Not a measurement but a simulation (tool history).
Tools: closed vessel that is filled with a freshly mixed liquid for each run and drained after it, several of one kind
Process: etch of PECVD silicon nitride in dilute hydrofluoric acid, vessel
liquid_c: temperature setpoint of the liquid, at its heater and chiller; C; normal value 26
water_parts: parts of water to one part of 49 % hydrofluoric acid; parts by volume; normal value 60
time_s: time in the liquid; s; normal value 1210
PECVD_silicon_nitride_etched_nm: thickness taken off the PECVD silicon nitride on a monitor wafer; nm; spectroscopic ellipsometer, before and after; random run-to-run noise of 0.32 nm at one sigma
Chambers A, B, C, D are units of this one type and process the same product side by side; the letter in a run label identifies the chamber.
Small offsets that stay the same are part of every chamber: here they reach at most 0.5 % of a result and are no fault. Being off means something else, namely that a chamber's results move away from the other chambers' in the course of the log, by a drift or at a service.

run	hour	liquid_c	water_parts	time_s	hours since the thermometer was replaced	hours since the hydrofluoric acid flow meter was replaced	read-back film thickness of the PECVD silicon nitride reference wafer, read on the same gauge (nm)	PECVD_silicon_nitride_etched_nm
1B	9.6	26	60	1210	502.9	26.3	110.01	41.743
2C	16.3	26	60	1210	138.6	332.2	110	42.473
3D	23.6	26	60	1210	50.5	1483.4	110.02	41.597
4A	31.6	26	60	1210	671.3	878.1	109.98	41.84
5D	42.9	26	60	1210	69.8	1502.7	110.02	42.05
6A	51.4	26	60	1210	691.1	897.9	110.01	41.901
7C	65.2	26	60	1815	187.5	381.1	110	62.481
8B	75	26	60	1815	568.3	91.7	110.01	62.041
9C	83.1	26	60	1815	205.4	399	109.99	62.233
10D	92.6	26	60	1815	119.5	1552.4	110.03	62.857
11B	106.9	26	60	1210	600.2	123.6	109.98	41.333
12A	117.5	26	60	1210	757.2	964	110	42.192
13A	131.9	26	60	1210	771.6	978.4	110.02	41.875
14B	139.4	26	60	1210	632.7	156.1	110.01	41.519
15D	148.9	26	60	1210	175.8	1608.7	110.01	41.988
16C	163.3	26	60	1210	285.6	479.2	110.02	41.625
17D	174.7	26	60	1210	201.6	1634.5	110	42.647
# hour 187.1: chamber B: thermometer replaced
18A	187.1	26	60	1210	826.8	1033.6	109.98	42.089
19B	201.5	26	40	1210	14.5	218.2	109.97	62.005
20C	209.2	26	40	1210	331.5	525.1	109.99	62.377
21B	217.7	26	40	1210	30.7	234.4	110	61.618
22D	230.9	26	40	1210	257.8	1690.7	110	64.144
23C	239.6	26	60	1210	361.9	555.5	110.01	42.18
24A	252.6	26	60	1210	892.3	1099.1	110	42.451
25B	264.9	26	60	1210	77.9	281.6	110.01	41.079

Which is it: a chamber that has drifted or been left off by a service, a gauge drift common to all chambers, or only each chamber's usual small offset? If a chamber is off, name it and its likeliest cause.

Little by little, chamber D moves away from the other chambers.
What lies behind it: hydrofluoric acid flow above the setpoint (%) = 4.92.
From this log alone, it may not be told apart from: liquid hotter than its thermometer reads (K).

Below are 4 candidate recipes for chamber D's next run, each the usual settings with a change, their results shown as question marks. Which of them brings D's results back in line with what the other chambers give on the usual settings?
In-line tolerance around the mean of the other chambers on the usual settings: PECVD_silicon_nitride_etched_nm 1.1 nm
26D-1	275.5	25.5	60	1140				?
26D-2	275.5	26.5	60	1210				?
26D-3	275.5	26	55	1210				?
26D-4	275.5	26	60	1170				?

The other chambers' mean on the usual settings: PECVD_silicon_nitride_etched_nm 41.9 nm
run	PECVD_silicon_nitride_etched_nm
26D-1	39.512
26D-2	44.838
26D-3	47.218
26D-4	41.947
Change 26D-4 lands the chamber within the allowed miss of the other chambers.

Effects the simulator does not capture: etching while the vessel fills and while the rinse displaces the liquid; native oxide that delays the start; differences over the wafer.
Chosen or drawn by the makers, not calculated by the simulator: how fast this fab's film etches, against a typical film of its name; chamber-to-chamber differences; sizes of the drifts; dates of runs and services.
